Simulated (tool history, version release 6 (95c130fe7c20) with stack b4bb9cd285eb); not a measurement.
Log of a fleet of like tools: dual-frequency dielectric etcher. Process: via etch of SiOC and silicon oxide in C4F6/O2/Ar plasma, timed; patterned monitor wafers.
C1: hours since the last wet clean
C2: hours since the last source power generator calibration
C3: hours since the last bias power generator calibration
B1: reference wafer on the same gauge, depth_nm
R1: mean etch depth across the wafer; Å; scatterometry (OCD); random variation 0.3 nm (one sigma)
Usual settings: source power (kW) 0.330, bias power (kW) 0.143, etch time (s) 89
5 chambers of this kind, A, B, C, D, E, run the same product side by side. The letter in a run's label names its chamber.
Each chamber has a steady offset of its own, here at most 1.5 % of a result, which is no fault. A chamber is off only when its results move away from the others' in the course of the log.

run 1A hour=11.4 | source_power_(kW)=0.330 bias_power_(kW)=0.143 etch_time_(s)=89 | C1=276.2 C2=1946.4 C3=764.0 | B1=95.701 | R1=860.09
run 2B hour=23.0 | source_power_(kW)=0.330 bias_power_(kW)=0.143 etch_time_(s)=89 | C1=462.1 C2=2135.9 C3=1108.4 | B1=95.776 | R1=871.06
run 3C hour=31.9 | source_power_(kW)=0.330 bias_power_(kW)=0.143 etch_time_(s)=89 | C1=202.6 C2=3900.4 C3=215.1 | B1=95.712 | R1=874.12
run 4E hour=43.2 | source_power_(kW)=0.330 bias_power_(kW)=0.143 etch_time_(s)=89 | C1=131.5 C2=1109.3 C3=3597.1 | B1=95.781 | R1=873.99
run 5D hour=54.4 | source_power_(kW)=0.330 bias_power_(kW)=0.143 etch_time_(s)=89 | C1=420.7 C2=805.0 C3=340.0 | B1=95.792 | R1=866.17
run 6D hour=63.1 | source_power_(kW)=0.330 bias_power_(kW)=0.143 etch_time_(s)=89 | C1=429.4 C2=813.7 C3=348.7 | B1=95.781 | R1=860.62
run 7B hour=69.5 | source_power_(kW)=0.330 bias_power_(kW)=0.143 etch_time_(s)=89 | C1=508.6 C2=2182.4 C3=1154.9 | B1=95.702 | R1=874.96
run 8E hour=80.9 | source_power_(kW)=0.330 bias_power_(kW)=0.143 etch_time_(s)=89 | C1=169.2 C2=1147.0 C3=3634.8 | B1=95.764 | R1=869.56
run 9A hour=89.9 | source_power_(kW)=0.330 bias_power_(kW)=0.143 etch_time_(s)=89 | C1=354.7 C2=2024.9 C3=842.5 | B1=95.698 | R1=857.70
run 10C hour=98.2 | source_power_(kW)=0.330 bias_power_(kW)=0.143 etch_time_(s)=89 | C1=268.9 C2=3966.7 C3=281.4 | B1=95.671 | R1=876.89
run 11A hour=104.5 | source_power_(kW)=0.290 bias_power_(kW)=0.143 etch_time_(s)=89 | C1=369.3 C2=2039.5 C3=857.1 | B1=95.671 | R1=811.42
run 12B hour=109.9 | source_power_(kW)=0.290 bias_power_(kW)=0.143 etch_time_(s)=89 | C1=549.0 C2=2222.8 C3=1195.3 | B1=95.718 | R1=834.40
run 13C hour=118.6 | source_power_(kW)=0.290 bias_power_(kW)=0.143 etch_time_(s)=89 | C1=289.3 C2=3987.1 C3=301.8 | B1=95.665 | R1=832.81
run 14D hour=128.0 | source_power_(kW)=0.290 bias_power_(kW)=0.143 etch_time_(s)=89 | C1=494.3 C2=878.6 C3=413.6 | B1=95.631 | R1=814.44
run 15E hour=135.1 | source_power_(kW)=0.290 bias_power_(kW)=0.143 etch_time_(s)=89 | C1=223.4 C2=1201.2 C3=3689.0 | B1=95.711 | R1=829.93
-- hour=138.5 chamber B: wet clean of the chamber
run 16A hour=143.5 | source_power_(kW)=0.330 bias_power_(kW)=0.143 etch_time_(s)=89 | C1=408.3 C2=2078.5 C3=896.1 | B1=95.673 | R1=854.72
run 17C hour=153.5 | source_power_(kW)=0.330 bias_power_(kW)=0.143 etch_time_(s)=89 | C1=324.2 C2=4022.0 C3=336.7 | B1=95.756 | R1=876.12
-- hour=163.6 chamber B: source power generator calibrated
run 18B hour=165.1 | source_power_(kW)=0.330 bias_power_(kW)=0.143 etch_time_(s)=89 | C1=26.6 C2=1.5 C3=1250.5 | B1=95.751 | R1=873.77
run 19E hour=172.1 | source_power_(kW)=0.330 bias_power_(kW)=0.143 etch_time_(s)=89 | C1=260.4 C2=1238.2 C3=3726.0 | B1=95.739 | R1=878.83
run 20D hour=179.5 | source_power_(kW)=0.330 bias_power_(kW)=0.143 etch_time_(s)=89 | C1=545.8 C2=930.1 C3=465.1 | B1=95.706 | R1=864.55
run 21A hour=188.8 | source_power_(kW)=0.330 bias_power_(kW)=0.143 etch_time_(s)=89 | C1=453.6 C2=2123.8 C3=941.4 | B1=95.730 | R1=856.84
run 22E hour=200.6 | source_power_(kW)=0.330 bias_power_(kW)=0.143 etch_time_(s)=89 | C1=288.9 C2=1266.7 C3=3754.5 | B1=95.720 | R1=871.27
-- hour=202.7 chamber C: wet clean of the chamber
run 23B hour=207.5 | source_power_(kW)=0.380 bias_power_(kW)=0.143 etch_time_(s)=89 | C1=69.0 C2=43.9 C3=1292.9 | B1=95.772 | R1=914.09
run 24D hour=218.4 | source_power_(kW)=0.380 bias_power_(kW)=0.143 etch_time_(s)=89 | C1=584.7 C2=969.0 C3=504.0 | B1=95.740 | R1=912.14
run 25C hour=229.1 | source_power_(kW)=0.380 bias_power_(kW)=0.143 etch_time_(s)=89 | C1=26.4 C2=4097.6 C3=412.3 | B1=95.700 | R1=920.91
run 26E hour=238.4 | source_power_(kW)=0.380 bias_power_(kW)=0.143 etch_time_(s)=89 | C1=326.7 C2=1304.5 C3=3792.3 | B1=95.638 | R1=927.57
run 27B hour=249.0 | source_power_(kW)=0.380 bias_power_(kW)=0.143 etch_time_(s)=89 | C1=110.5 C2=85.4 C3=1334.4 | B1=95.726 | R1=918.21
run 28C hour=260.6 | source_power_(kW)=0.330 bias_power_(kW)=0.143 etch_time_(s)=89 | C1=57.9 C2=4129.1 C3=443.8 | B1=95.726 | R1=874.51
run 29A hour=266.0 | source_power_(kW)=0.330 bias_power_(kW)=0.143 etch_time_(s)=89 | C1=530.8 C2=2201.0 C3=1018.6 | B1=95.675 | R1=859.63
run 30D hour=271.9 | source_power_(kW)=0.330 bias_power_(kW)=0.143 etch_time_(s)=89 | C1=638.2 C2=1022.5 C3=557.5 | B1=95.661 | R1=866.15
run 31E hour=278.9 | source_power_(kW)=0.330 bias_power_(kW)=0.143 etch_time_(s)=89 | C1=367.2 C2=1345.0 C3=3832.8 | B1=95.679 | R1=872.94
run 32B hour=285.2 | source_power_(kW)=0.330 bias_power_(kW)=0.143 etch_time_(s)=89 | C1=146.7 C2=121.6 C3=1370.6 | B1=95.731 | R1=874.84
run 33D hour=290.4 | source_power_(kW)=0.330 bias_power_(kW)=0.143 etch_time_(s)=89 | C1=656.7 C2=1041.0 C3=576.0 | B1=95.660 | R1=860.01

What goes on in this fleet: one chamber off, a drifting gauge, or nothing beyond the chambers' own small offsets? Name the chamber and the cause, if any.

No chamber stands off beyond its own small offset, and the gauge holds steady.
